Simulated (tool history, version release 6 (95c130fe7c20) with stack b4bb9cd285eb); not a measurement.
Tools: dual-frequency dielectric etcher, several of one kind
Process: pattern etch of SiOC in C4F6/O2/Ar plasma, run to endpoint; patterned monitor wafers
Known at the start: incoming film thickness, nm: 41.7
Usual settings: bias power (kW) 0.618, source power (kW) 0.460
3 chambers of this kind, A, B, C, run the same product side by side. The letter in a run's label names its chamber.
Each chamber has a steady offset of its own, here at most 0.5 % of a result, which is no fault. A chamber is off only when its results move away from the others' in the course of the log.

run   hour  bias power (kW)  source power (kW)  endpoint time (s)
 1B    9.0            0.618              0.460             12.078
 2A   16.8            0.618              0.460             12.192
      21.6  -- chamber B: source power generator calibrated
 3C   30.3            0.618              0.460             12.314
 4A   40.4            0.618              0.460             12.297
 5C   51.4            0.618              0.460             12.119
 6B   59.9            0.618              0.460             12.171
 7A   71.8            0.618              0.460             12.298
      78.0  -- chamber C: wet clean of the chamber
 8C   78.6            0.618              0.460             12.407
      82.5  -- chamber B: wet clean of the chamber
 9B   90.5            0.618              0.460             12.439
10A   98.8            0.618              0.460             12.375
     106.2  -- chamber B: bias power generator calibrated
     108.9  -- chamber A: wet clean of the chamber
11C  111.9            0.618              0.460             12.326
12B  121.7            0.618              0.460             12.382
13C  136.0            0.618              0.460             12.299
14B  150.5            0.618              0.460             12.380
15A  164.7            0.764              0.520             10.795
16A  173.6            0.764              0.520             10.815
17B  183.6            0.764              0.520             10.907
18C  194.1            0.618              0.460             12.351
19B  205.4            0.618              0.460             12.357
20A  218.4            0.618              0.350             13.534
21C  232.0            0.618              0.350             13.736
22B  247.1            0.618              0.350             13.532
23A  261.4            0.618              0.460             12.300
24C  269.5            0.618              0.460             12.329
25B  277.0            0.618              0.380             13.177
26A  283.8            0.618              0.380             13.178
27C  296.4            0.618              0.380             13.126
28A  306.3            0.618              0.370             13.377
29B  319.3            0.618              0.370             13.248
30C  333.1            0.618              0.370             13.316
31C  341.0            0.537              0.540             12.192
32B  352.1            0.537              0.540             12.316
33A  366.2            0.537              0.540             12.267
34B  375.2            0.618              0.460             12.326
35A  384.7            0.618              0.460             12.328
36C  396.9            0.618              0.460             12.390
37B  404.6            0.565              0.510             12.330
38C  413.7            0.565              0.510             12.264
39A  423.5            0.565              0.510             12.177
     427.5  -- chamber C: wet clean of the chamber
40B  436.0            0.618              0.460             12.355
41A  446.8            0.618              0.460             12.253
42C  457.4            0.618              0.460             12.307
43A  470.1            0.618              0.460             12.219
44B  481.3            0.618              0.350             13.646

Next, every chamber runs the same settings. What will each give?
45A  492.1            0.618              0.460                  ?
45B  492.1            0.618              0.460                  ?
45C  492.1            0.618              0.460                  ?

run  endpoint time (s)
45A             12.261
45B             12.404
45C             12.365
